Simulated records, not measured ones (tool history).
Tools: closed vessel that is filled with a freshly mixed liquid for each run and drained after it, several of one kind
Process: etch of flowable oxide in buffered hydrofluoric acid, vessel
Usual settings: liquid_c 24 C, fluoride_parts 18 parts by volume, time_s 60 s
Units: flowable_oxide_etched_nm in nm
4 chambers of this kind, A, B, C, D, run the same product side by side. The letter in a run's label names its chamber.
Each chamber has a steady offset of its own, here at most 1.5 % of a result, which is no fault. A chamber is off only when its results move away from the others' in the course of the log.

run,day,liquid_c,fluoride_parts,time_s,"read-back film thickness of the flowable oxide reference wafer, read on the same gauge (nm)",flowable_oxide_etched_nm
1C,0.142,24,18,60,29.976,128.35
2A,0.333,24,18,60,30.007,127.24
3D,0.458,24,18,60,30.002,128.12
4B,0.596,24,18,60,29.965,127.28
5B,0.733,24,13,40,30.022,118.74
6C,0.838,24,13,40,30.014,118.34
7D,1.046,24,13,40,30.02,116.78
8A,1.233,24,13,40,30.016,118.52
9B,1.375,24,18,60,30.039,129.3
10D,1.508,24,18,60,30.066,125.9
11C,1.688,24,18,60,30.034,126.25
12A,1.871,24,18,60,29.989,124.81
13D,1.979,24,18,60,30.07,126.48
14C,2.112,24,18,60,30.001,126.9
15A,2.279,24,18,60,29.97,126.57
16B,2.462,24,18,60,29.994,128.66
17A,2.604,24,18,60,30.022,126.08
18B,2.729,24,18,60,30.025,128.6
19C,2.846,24,18,60,29.965,127.8
20D,2.971,24,18,60,29.972,123.06
21B,3.117,24,18,60,30.045,128.55
22C,3.267,24,14,60,30.031,163.93
23A,3.362,24,14,60,30.009,159.89
24D,3.533,24,14,60,29.96,153.89
25C,3.733,24,14,60,29.989,166.36
26D,3.846,24,18,60,30.004,117.12
27A,4.008,24,18,60,30.011,126.46
28B,4.183,28.5,18,60,30.003,164.84
29D,4.367,28.5,18,60,29.994,146.7
30B,4.575,28.5,18,60,30.01,162.18
31C,4.692,28.5,18,60,29.991,161.49
32A,4.892,24,18,60,29.996,128.69
33B,5.092,24,18,60,30.022,129.29

All 4 chambers run these settings next. Forecast each chamber's results:
34A,5.246,24,18,90,,?
34B,5.246,24,18,90,,?
34C,5.246,24,18,90,,?
34D,5.246,24,18,90,,?

run,flowable_oxide_etched_nm
34A,189.61
34B,190.12
34C,192.34
34D,168.24
